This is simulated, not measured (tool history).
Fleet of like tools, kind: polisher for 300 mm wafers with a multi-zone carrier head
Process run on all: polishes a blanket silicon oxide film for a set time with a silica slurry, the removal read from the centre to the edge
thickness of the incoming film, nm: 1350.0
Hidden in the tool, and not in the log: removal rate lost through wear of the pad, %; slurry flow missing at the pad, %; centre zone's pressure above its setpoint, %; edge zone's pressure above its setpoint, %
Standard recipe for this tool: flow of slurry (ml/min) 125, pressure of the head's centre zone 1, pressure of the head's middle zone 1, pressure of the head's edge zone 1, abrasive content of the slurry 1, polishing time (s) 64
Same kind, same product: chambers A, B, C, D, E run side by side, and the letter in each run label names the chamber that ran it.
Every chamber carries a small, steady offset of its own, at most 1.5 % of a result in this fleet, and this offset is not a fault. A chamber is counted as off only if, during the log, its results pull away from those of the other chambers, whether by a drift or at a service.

run   hour  flow of slurry (ml/min)  pressure of the head's centre zone  pressure of the head's middle zone  pressure of the head's edge zone  abrasive content of the slurry  polishing time (s)  wafers polished on this pad  hours since the slurry nozzle was cleaned  hours since the centre zone pressure was calibrated  hours since the edge zone pressure was calibrated  film removed at the wafer's centre (angstrom)  film removed at mid-radius (angstrom)  film removed at the wafer's edge (angstrom)
 1E    8.6                      125                                   1                                   1                                 1                               1                  64                          271                                       48.6                                                 23.5                                               23.1                                         2655.6                                 2597.1                                       2660.6
 2D     18                      125                                   1                                   1                                 1                               1                  64                          345                                      225.3                                                 93.4                                              422.8                                         2640.9                                 2653.8                                       2649.5
 3A   29.8                      125                                   1                                   1                                 1                               1                  64                          422                                      722.4                                                 86.1                                              428.5                                         2602.4                                 2623.3                                         2621
 4C   39.8                      125                                   1                                   1                                 1                               1                  64                          485                                      122.6                                                350.3                                               98.7                                         2631.9                                 2631.5                                       2647.5
      44.5  -- chamber B: worn pad replaced by a new one
 5B   47.7                      125                                   1                                   1                              1.08                            1.25                  64                           30                                      235.7                                                991.6                                              230.3                                           2936                                 2912.8                                       3038.9
 6D   56.3                      125                                   1                                   1                              1.08                            1.25                  64                          705                                      263.6                                                131.7                                              461.1                                         2925.7                                 2916.1                                       2970.1
 7B   70.7                      125                                   1                                   1                              1.08                            1.25                  64                          246                                      258.7                                               1014.6                                              253.3                                           2900                                 2931.3                                       2970.8
      73.2  -- chamber A: worn pad replaced by a new one
      78.4  -- chamber C: worn pad replaced by a new one
 8C   83.9                      125                                   1                                   1                              1.08                            1.25                  64                           52                                      166.7                                                394.4                                              142.8                                           2918                                 2886.3                                       2989.8
      89.9  -- chamber A: slurry nozzle cleaned
 9E   91.3                      125                                   1                                   1                              1.08                            1.25                  64                         1048                                      131.3                                                106.2                                              105.8                                         2903.5                                 2884.9                                       2979.7
      92.1  -- chamber A: edge zone pressure recalibrated
10A  106.6                      125                                   1                                   1                                 1                               1                  64                          314                                       16.8                                                162.9                                               14.6                                         2640.2                                 2637.8                                       2621.2
     112.4  -- chamber E: worn pad replaced by a new one
11A  114.8                      125                                   1                                   1                                 1                               1                  64                          391                                         25                                                171.1                                               22.8                                         2630.5                                 2630.3                                       2573.5
       117  -- chamber B: worn pad replaced by a new one
12E  121.9                      125                                   1                                   1                                 1                               1                  64                           89                                      161.9                                                136.8                                              136.4                                         2616.5                                 2659.2                                       2591.2
     130.1  -- chamber D: worn pad replaced by a new one
13B  136.3                       95                                   1                                   1                                 1                               1                  64                          181                                      324.3                                               1080.2                                              318.9                                         2429.4                                 2461.1                                       2536.7
     146.1  -- chamber A: worn pad replaced by a new one
14C  148.4                       95                                   1                                   1                                 1                               1                  64                          658                                      231.2                                                458.9                                              207.3                                           2449                                 2413.7                                       2548.5
15D  158.6                       95                                   1                                   1                                 1                               1                  64                          267                                      365.9                                                  234                                              563.4                                         2419.4                                 2471.5                                       2543.3
     169.6  -- chamber C: worn pad replaced by a new one
16C  170.3                       95                                   1                                   1                                 1                               1                  64                            7                                      253.1                                                480.8                                              229.2                                         2434.4                                 2460.7                                       2492.5
     171.6  -- chamber D: edge zone pressure recalibrated
17D  179.7                       95                                   1                                   1                                 1                               1                  64                          466                                        387                                                255.1                                                8.1                                         2435.8                                 2471.6                                       2527.7
18B  191.3                      125                                   1                                   1                                 1                               1                  64                          698                                      379.3                                               1135.2                                              373.9                                         2627.5                                 2624.8                                       2569.9
     192.8  -- chamber B: worn pad replaced by a new one
19E  203.6                      125                                   1                                   1                                 1                               1                  64                          857                                      243.6                                                218.5                                              218.1                                         2674.1                                 2652.8                                       2625.2
     206.5  -- chamber C: edge zone pressure recalibrated
20A  218.9                      105                                   1                                   1                               1.1                               1                  64                          684                                      129.1                                                275.2                                              126.9                                         2514.8                                   2520                                       2669.9
     219.3  -- chamber A: worn pad replaced by a new one
21E  226.4                      105                                   1                                   1                               1.1                               1                  64                         1071                                      266.4                                                241.3                                              240.9                                         2514.9                                 2534.5                                       2715.7
22B  235.2                      105                                   1                                   1                               1.1                               1                  64                          398                                      423.2                                               1179.1                                              417.8                                         2473.1                                 2513.8                                       2689.1
     235.7  -- chamber E: worn pad replaced by a new one
23D  245.4                      105                                   1                                   1                               1.1                               1                  64                         1083                                      452.7                                                320.8                                               73.8                                         2527.5                                 2500.1                                       2755.9
     247.7  -- chamber E: centre zone pressure recalibrated
24A  257.5                      105                                   1                                   1                               1.1                               1                  64                          359                                      167.7                                                313.8                                              165.5                                         2529.9                                 2507.4                                         2620
     262.9  -- chamber C: worn pad replaced by a new one
25C  265.1                      145                                   1                                   1                                 1                               1                  64                           21                                      347.9                                                575.6                                               58.7                                         2735.5                                 2733.1                                       2718.2
     266.4  -- chamber D: worn pad replaced by a new one
26B  276.4                      145                                   1                                   1                                 1                               1                  64                          785                                      464.4                                               1220.3                                                459                                           2693                                 2676.8                                         2673
     286.8  -- chamber B: worn pad replaced by a new one
27C  291.3                      145                                   1                                   1                                 1                               1                  64                          267                                      374.1                                                601.8                                               84.9                                         2706.2                                   2724                                       2766.1
28A  300.4                      145                                   1                                   1                                 1                               1                  64                          762                                      210.6                                                356.7                                              208.4                                         2781.9                                 2717.7                                       2673.6
     308.4  -- chamber A: worn pad replaced by a new one
29D  315.4                      145                                   1                                   1                                 1                               1                  64                          461                                      522.7                                                390.8                                              143.8                                         2721.1                                 2732.8                                       2627.5
30E  327.1                      125                                   1                                   1                                 1                               1                  64                          859                                      367.1                                                 79.4                                              341.6                                         2649.5                                 2652.6                                         2642
31B  339.1                      125                                   1                                   1                                 1                               1                  64                          492                                      527.1                                                 1283                                              521.7                                         2572.6                                 2533.9                                         2548
32C  347.3                      125                                   1                                   1                                 1                               1                  64                          793                                      430.1                                                657.8                                              140.9                                         2633.6                                 2609.9                                       2682.8
     359.4  -- chamber E: worn pad replaced by a new one
33D  359.5                      125                                   1                                   1                                 1                               1                  64                          875                                      566.8                                                434.9                                              187.9                                         2639.7                                 2655.3                                       2710.8
34A  371.7                      125                                   1                                   1                                 1                               1                  64                          595                                      281.9                                                  428                                              279.7                                         2624.2                                 2602.7                                       2627.8
     378.8  -- chamber B: worn pad replaced by a new one
     383.4  -- chamber A: worn pad replaced by a new one
35E  385.2                      125                                   1                                   1                                 1                               1                  64                          243                                      425.2                                                137.5                                              399.7                                         2671.9                                 2608.9                                       2649.7
36B  398.8                      125                                   1                                   1                                 1                               1                  64                          188                                      586.8                                               1342.7                                              581.4                                         2514.3                                   2513                                       2584.7
37E  410.1                      125                                   1                                   1                                 1                               1                  64                          476                                      450.1                                                162.4                                              424.6                                         2634.9                                 2628.7                                         2646
38A  420.8                      125                                   1                                   1                                 1                               1                  64                          351                                        331                                                477.1                                              328.8                                         2665.3                                 2614.3                                         2552

Predict what each chamber gives when all 5 of them run the settings below next.
39A  432.2                      125                                0.94                                   1                                 1                               1                  64                                                                                                                                                                                                                              ?                                      ?                                            ?
39B  432.2                      125                                0.94                                   1                                 1                               1                  64                                                                                                                                                                                                                              ?                                      ?                                            ?
39C  432.2                      125                                0.94                                   1                                 1                               1                  64                                                                                                                                                                                                                              ?                                      ?                                            ?
39D  432.2                      125                                0.94                                   1                                 1                               1                  64                                                                                                                                                                                                                              ?                                      ?                                            ?
39E  432.2                      125                                0.94                                   1                                 1                               1                  64                                                                                                                                                                                                                              ?                                      ?                                            ?

run  film removed at the wafer's centre (angstrom)  film removed at mid-radius (angstrom)  film removed at the wafer's edge (angstrom)
39A                                         2423.9                                 2609.2                                       2628.3
39B                                         2340.6                                 2527.7                                       2540.7
39C                                         2501.6                                   2675                                       2657.3
39D                                         2439.3                                 2619.7                                         2621
39E                                         2462.4                                 2634.3                                       2657.5
